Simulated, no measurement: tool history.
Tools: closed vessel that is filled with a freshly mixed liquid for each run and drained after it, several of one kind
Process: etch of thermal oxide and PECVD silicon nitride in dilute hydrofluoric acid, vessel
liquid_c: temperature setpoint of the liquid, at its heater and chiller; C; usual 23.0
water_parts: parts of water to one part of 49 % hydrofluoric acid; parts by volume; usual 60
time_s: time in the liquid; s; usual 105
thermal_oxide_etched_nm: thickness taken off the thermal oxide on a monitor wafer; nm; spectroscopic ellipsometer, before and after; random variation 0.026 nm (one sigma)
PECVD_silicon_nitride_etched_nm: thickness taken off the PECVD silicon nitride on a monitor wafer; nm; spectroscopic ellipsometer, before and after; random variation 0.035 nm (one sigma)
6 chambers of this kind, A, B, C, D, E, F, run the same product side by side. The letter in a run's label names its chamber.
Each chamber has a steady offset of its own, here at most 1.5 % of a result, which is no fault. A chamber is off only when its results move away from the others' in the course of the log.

run   hour  liquid_c  water_parts  time_s  hours since the thermometer was replaced  hours since the hydrofluoric acid flow meter was replaced  read-back film thickness of the thermal oxide reference wafer, read on the same gauge (nm)  read-back film thickness of the PECVD silicon nitride reference wafer, read on the same gauge (nm)  thermal_oxide_etched_nm  PECVD_silicon_nitride_etched_nm
 1D   10.3      23.0           60     105                                     639.4                                                      903.2                                                                                      110.02                                                                                              30.005                   7.9161                           4.5636
 2B   23.6      23.0           60     105                                     509.8                                                      123.2                                                                                      109.99                                                                                              29.970                   7.9535                           4.6469
 3E   37.1      23.0           60     105                                    1996.3                                                      631.3                                                                                      110.00                                                                                              30.000                   7.8035                           4.5942
 4C   50.7      23.0           60     105                                     883.2                                                     1348.0                                                                                      110.00                                                                                              29.979                   7.9614                           4.5870
 5A   59.3      23.0           60     105                                     961.7                                                      155.3                                                                                      109.99                                                                                              30.022                   7.8791                           4.6240
 6F   67.8      23.0           60     105                                     485.7                                                      169.8                                                                                      110.00                                                                                              29.997                   7.8106                           4.6092
 7D   80.4      23.0           60     105                                     709.5                                                      973.3                                                                                      110.04                                                                                              30.037                   7.8607                           4.5617
      81.7  -- chamber E: thermometer replaced
 8B   92.7      20.5           40     105                                     578.9                                                      192.3                                                                                      109.99                                                                                              30.012                  11.0060                           5.8516
 9C  104.1      20.5           40     105                                     936.6                                                     1401.4                                                                                      109.97                                                                                              30.003                  11.0100                           5.6397
10F  115.8      20.5           40     105                                     533.7                                                      217.8                                                                                      110.03                                                                                              30.027                  10.9920                           5.8169
11E  127.5      20.5           40     105                                      45.9                                                      721.7                                                                                      110.02                                                                                              29.998                  10.9500                           5.9227
12A  141.5      20.5           40     105                                    1043.9                                                      237.5                                                                                      110.00                                                                                              30.009                  10.8150                           5.8526
13C  152.7      20.5           40     105                                     985.2                                                     1450.0                                                                                      109.99                                                                                              30.012                  10.9830                           5.6108
14E  166.3      23.0           60     105                                      84.7                                                      760.5                                                                                      109.99                                                                                              30.034                   7.8356                           4.6136
15B  176.9      23.0           60     105                                     663.1                                                      276.5                                                                                      109.98                                                                                              29.989                   7.9324                           4.6227
16A  187.6      23.0           60     105                                    1090.0                                                      283.6                                                                                      110.00                                                                                              30.025                   7.9051                           4.6585
17D  197.3      23.0           60     105                                     826.4                                                     1090.2                                                                                      109.99                                                                                              29.981                   7.8968                           4.6302
18F  209.0      23.0           60     105                                     626.9                                                      311.0                                                                                      110.02                                                                                              30.009                   7.8917                           4.6022
19A  216.9      23.0           60     105                                    1119.3                                                      312.9                                                                                      110.01                                                                                              30.021                   7.8854                           4.6316
20F  227.9      23.0           60     105                                     645.8                                                      329.9                                                                                      110.02                                                                                              30.023                   7.8921                           4.6329
21C  236.1      23.0           60     105                                    1068.6                                                     1533.4                                                                                      110.00                                                                                              29.991                   7.9485                           4.5640
22E  245.8      23.0           60     105                                     164.2                                                      840.0                                                                                      110.00                                                                                              29.983                   7.8543                           4.6398
23D  256.8      23.0           60     105                                     885.9                                                     1149.7                                                                                      109.99                                                                                              29.995                   7.9464                           4.6210
24B  268.7      23.0           60     105                                     754.9                                                      368.3                                                                                      110.00                                                                                              30.024                   7.9086                           4.6700
25F  277.5      23.0           60     105                                     695.4                                                      379.5                                                                                      110.03                                                                                              29.991                   7.9112                           4.6313
     281.8  -- chamber D: hydrofluoric acid flow meter replaced
26B  291.3      23.0           90     105                                     777.5                                                      390.9                                                                                      109.99                                                                                              30.039                   5.0895                           3.1098
27A  305.1      23.0           90     105                                    1207.5                                                      401.1                                                                                      110.01                                                                                              29.957                   5.1017                           3.1454
28E  317.3      23.0           90     105                                     235.7                                                      911.5                                                                                      109.99                                                                                              30.015                   5.0487                           3.1342
29D  327.2      23.0           90     105                                     956.3                                                       45.4                                                                                      110.03                                                                                              29.984                   5.1244                           3.0529
30C  335.1      23.0           90     105                                    1167.6                                                     1632.4                                                                                      109.99                                                                                              30.018                   5.1369                           3.1183
31C  342.8      23.0           90     105                                    1175.3                                                     1640.1                                                                                      110.02                                                                                              30.015                   5.1558                           3.1055
32A  352.8      23.0           60     105                                    1255.2                                                      448.8                                                                                      109.98                                                                                              29.979                   7.8959                           4.6662
33F  362.4      23.0           60     105                                     780.3                                                      464.4                                                                                      110.02                                                                                              30.013                   7.8474                           4.6321
34E  368.6      23.0           60     105                                     287.0                                                      962.8                                                                                      109.97                                                                                              29.997                   7.8464                           4.6948
35B  376.5      26.5           60      60                                     862.7                                                      476.1                                                                                      109.99                                                                                              30.020                   5.2422                           3.3329
36D  385.9      26.5           60      60                                    1015.0                                                      104.1                                                                                      110.00                                                                                              29.985                   5.2360                           3.3033
37A  399.0      26.5           60      60                                    1301.4                                                      495.0                                                                                      109.97                                                                                              29.947                   5.2138                           3.3724

All 6 chambers run these settings next. Forecast each chamber's results:
38A  409.1      23.0           60     105                                                                                                                                                                                                                                                                                                                             ?                                ?
38B  409.1      23.0           60     105                                                                                                                                                                                                                                                                                                                             ?                                ?
38C  409.1      23.0           60     105                                                                                                                                                                                                                                                                                                                             ?                                ?
38D  409.1      23.0           60     105                                                                                                                                                                                                                                                                                                                             ?                                ?
38E  409.1      23.0           60     105                                                                                                                                                                                                                                                                                                                             ?                                ?
38F  409.1      23.0           60     105                                                                                                                                                                                                                                                                                                                             ?                                ?

run  thermal_oxide_etched_nm  PECVD_silicon_nitride_etched_nm
38A                   7.8455                           4.6668
38B                   7.9151                           4.6527
38C                   7.9617                           4.5573
38D                   7.9205                           4.6186
38E                   7.8244                           4.6035
38F                   7.8731                           4.5946
